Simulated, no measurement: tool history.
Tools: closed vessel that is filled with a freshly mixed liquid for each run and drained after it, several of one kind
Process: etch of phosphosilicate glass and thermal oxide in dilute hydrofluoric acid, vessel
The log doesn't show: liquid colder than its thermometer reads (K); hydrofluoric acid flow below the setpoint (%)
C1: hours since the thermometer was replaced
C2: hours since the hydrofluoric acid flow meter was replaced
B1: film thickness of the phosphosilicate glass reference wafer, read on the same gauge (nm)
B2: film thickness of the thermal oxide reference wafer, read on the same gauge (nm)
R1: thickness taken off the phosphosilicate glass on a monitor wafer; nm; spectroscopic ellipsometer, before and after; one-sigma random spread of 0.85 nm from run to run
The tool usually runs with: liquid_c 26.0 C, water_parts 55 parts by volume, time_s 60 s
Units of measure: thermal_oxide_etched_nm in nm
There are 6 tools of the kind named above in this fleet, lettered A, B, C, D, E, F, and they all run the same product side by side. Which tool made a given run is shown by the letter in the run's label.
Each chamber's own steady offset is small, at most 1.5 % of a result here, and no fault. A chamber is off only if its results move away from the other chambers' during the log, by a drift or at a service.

run 1F day=0.275 | liquid_c=26.0 water_parts=55 time_s=60 | C1=491.8 C2=502.0 | B1=49.972 B2=119.97 | R1=110.100 thermal_oxide_etched_nm=5.9996
run 2D day=0.433 | liquid_c=26.0 water_parts=55 time_s=60 | C1=976.6 C2=48.9 | B1=49.990 B2=119.99 | R1=108.940 thermal_oxide_etched_nm=6.0053
run 3B day=0.638 | liquid_c=26.0 water_parts=55 time_s=60 | C1=138.4 C2=727.0 | B1=50.020 B2=119.99 | R1=107.940 thermal_oxide_etched_nm=6.0251
run 4A day=0.817 | liquid_c=26.0 water_parts=55 time_s=60 | C1=1452.9 C2=457.0 | B1=49.964 B2=119.96 | R1=109.600 thermal_oxide_etched_nm=5.9705
run 5C day=1.092 | liquid_c=26.0 water_parts=55 time_s=60 | C1=550.6 C2=981.5 | B1=50.005 B2=119.99 | R1=108.490 thermal_oxide_etched_nm=5.9392
run 6E day=1.321 | liquid_c=26.0 water_parts=55 time_s=60 | C1=696.3 C2=1622.1 | B1=50.037 B2=120.02 | R1=106.080 thermal_oxide_etched_nm=5.9198
run 7D day=1.471 | liquid_c=26.0 water_parts=55 time_s=60 | C1=1001.5 C2=73.8 | B1=49.989 B2=119.99 | R1=109.370 thermal_oxide_etched_nm=5.9913
run 8E day=1.629 | liquid_c=26.0 water_parts=55 time_s=60 | C1=703.7 C2=1629.5 | B1=49.989 B2=119.99 | R1=109.600 thermal_oxide_etched_nm=6.0750
run 9C day=1.817 | liquid_c=26.0 water_parts=55 time_s=60 | C1=568.0 C2=998.9 | B1=50.030 B2=119.98 | R1=111.100 thermal_oxide_etched_nm=5.8905
run 10A day=2.025 | liquid_c=26.0 water_parts=55 time_s=60 | C1=1481.9 C2=486.0 | B1=50.004 B2=119.99 | R1=108.140 thermal_oxide_etched_nm=6.0626
run 11F day=2.292 | liquid_c=26.0 water_parts=55 time_s=60 | C1=540.2 C2=550.4 | B1=49.995 B2=119.99 | R1=110.280 thermal_oxide_etched_nm=5.9791
run 12B day=2.554 | liquid_c=26.0 water_parts=55 time_s=60 | C1=184.4 C2=773.0 | B1=50.011 B2=119.99 | R1=108.730 thermal_oxide_etched_nm=5.8610
run 13D day=2.850 | liquid_c=26.0 water_parts=55 time_s=60 | C1=1034.6 C2=106.9 | B1=49.984 B2=120.00 | R1=108.030 thermal_oxide_etched_nm=5.9356
run 14F day=3.050 | liquid_c=26.0 water_parts=55 time_s=60 | C1=558.4 C2=568.6 | B1=49.951 B2=120.01 | R1=109.230 thermal_oxide_etched_nm=6.0333
run 15A day=3.208 | liquid_c=22.5 water_parts=55 time_s=60 | C1=1510.3 C2=514.4 | B1=49.983 B2=120.01 | R1=93.910 thermal_oxide_etched_nm=5.1992
run 16E day=3.467 | liquid_c=22.5 water_parts=55 time_s=60 | C1=747.8 C2=1673.6 | B1=50.015 B2=119.99 | R1=92.107 thermal_oxide_etched_nm=5.2159
run 17C day=3.629 | liquid_c=22.5 water_parts=55 time_s=60 | C1=611.5 C2=1042.4 | B1=49.970 B2=120.02 | R1=95.768 thermal_oxide_etched_nm=5.1558
run 18B day=3.958 | liquid_c=22.5 water_parts=55 time_s=60 | C1=218.1 C2=806.7 | B1=50.039 B2=119.99 | R1=93.546 thermal_oxide_etched_nm=5.1406
run 19F day=4.133 | liquid_c=22.5 water_parts=55 time_s=60 | C1=584.4 C2=594.6 | B1=50.048 B2=120.00 | R1=94.885 thermal_oxide_etched_nm=5.0864
run 20B day=4.379 | liquid_c=22.5 water_parts=55 time_s=60 | C1=228.2 C2=816.8 | B1=49.972 B2=120.01 | R1=94.097 thermal_oxide_etched_nm=5.1717
run 21E day=4.683 | liquid_c=26.0 water_parts=55 time_s=60 | C1=777.0 C2=1702.8 | B1=50.006 B2=119.98 | R1=108.090 thermal_oxide_etched_nm=5.9941
run 22D day=5.021 | liquid_c=26.0 water_parts=55 time_s=60 | C1=1086.7 C2=159.0 | B1=50.013 B2=120.03 | R1=109.450 thermal_oxide_etched_nm=6.0241
-- day=5.071 chamber F: thermometer replaced
run 23C day=5.212 | liquid_c=26.0 water_parts=35 time_s=60 | C1=649.5 C2=1080.4 | B1=50.022 B2=120.03 | R1=178.230 thermal_oxide_etched_nm=9.5606
run 24A day=5.396 | liquid_c=26.0 water_parts=35 time_s=60 | C1=1562.8 C2=566.9 | B1=49.939 B2=119.96 | R1=175.230 thermal_oxide_etched_nm=9.8993
run 25E day=5.671 | liquid_c=26.0 water_parts=35 time_s=60 | C1=800.7 C2=1726.5 | B1=49.998 B2=119.99 | R1=173.040 thermal_oxide_etched_nm=9.7087
run 26B day=5.842 | liquid_c=26.0 water_parts=35 time_s=60 | C1=263.3 C2=851.9 | B1=50.025 B2=119.99 | R1=174.720 thermal_oxide_etched_nm=9.7074
run 27F day=6.138 | liquid_c=26.0 water_parts=35 time_s=60 | C1=25.6 C2=642.7 | B1=50.021 B2=119.99 | R1=177.010 thermal_oxide_etched_nm=9.6560
run 28A day=6.371 | liquid_c=26.0 water_parts=35 time_s=60 | C1=1586.2 C2=590.3 | B1=49.989 B2=120.00 | R1=175.510 thermal_oxide_etched_nm=9.8917
run 29C day=6.592 | liquid_c=26.0 water_parts=55 time_s=60 | C1=682.6 C2=1113.5 | B1=49.996 B2=119.97 | R1=110.530 thermal_oxide_etched_nm=5.8812
run 30D day=6.754 | liquid_c=26.0 water_parts=55 time_s=60 | C1=1128.3 C2=200.6 | B1=49.997 B2=120.00 | R1=109.400 thermal_oxide_etched_nm=5.9932
run 31A day=6.950 | liquid_c=26.0 water_parts=55 time_s=60 | C1=1600.1 C2=604.2 | B1=49.978 B2=119.99 | R1=107.540 thermal_oxide_etched_nm=6.0961
run 32D day=7.271 | liquid_c=26.0 water_parts=35 time_s=40 | C1=1140.7 C2=213.0 | B1=49.984 B2=119.98 | R1=120.060 thermal_oxide_etched_nm=6.4837
run 33C day=7.421 | liquid_c=26.0 water_parts=35 time_s=40 | C1=702.5 C2=1133.4 | B1=50.012 B2=119.99 | R1=117.260 thermal_oxide_etched_nm=6.3762
run 34E day=7.575 | liquid_c=26.0 water_parts=35 time_s=40 | C1=846.4 C2=1772.2 | B1=49.974 B2=120.02 | R1=114.900 thermal_oxide_etched_nm=6.2727
run 35F day=7.888 | liquid_c=26.0 water_parts=35 time_s=40 | C1=67.6 C2=684.7 | B1=50.017 B2=119.98 | R1=116.960 thermal_oxide_etched_nm=6.6424
run 36B day=8.050 | liquid_c=26.0 water_parts=35 time_s=40 | C1=316.3 C2=904.9 | B1=49.982 B2=120.02 | R1=114.320 thermal_oxide_etched_nm=6.4783
run 37A day=8.200 | liquid_c=26.0 water_parts=35 time_s=40 | C1=1630.1 C2=634.2 | B1=49.982 B2=119.98 | R1=118.320 thermal_oxide_etched_nm=6.5069

Predict what each chamber gives when all 6 of them run the settings below next.
run 38A day=8.446 | liquid_c=26.0 water_parts=55 time_s=60 | R1=? thermal_oxide_etched_nm=?
run 38B day=8.446 | liquid_c=26.0 water_parts=55 time_s=60 | R1=? thermal_oxide_etched_nm=?
run 38C day=8.446 | liquid_c=26.0 water_parts=55 time_s=60 | R1=? thermal_oxide_etched_nm=?
run 38D day=8.446 | liquid_c=26.0 water_parts=55 time_s=60 | R1=? thermal_oxide_etched_nm=?
run 38E day=8.446 | liquid_c=26.0 water_parts=55 time_s=60 | R1=? thermal_oxide_etched_nm=?
run 38F day=8.446 | liquid_c=26.0 water_parts=55 time_s=60 | R1=? thermal_oxide_etched_nm=?

run=38A R1=108.010 thermal_oxide_etched_nm=6.1245
run=38B R1=107.720 thermal_oxide_etched_nm=6.0306
run=38C R1=110.770 thermal_oxide_etched_nm=5.9157
run=38D R1=109.990 thermal_oxide_etched_nm=5.8892
run=38E R1=108.450 thermal_oxide_etched_nm=5.9047
run=38F R1=108.980 thermal_oxide_etched_nm=6.0118
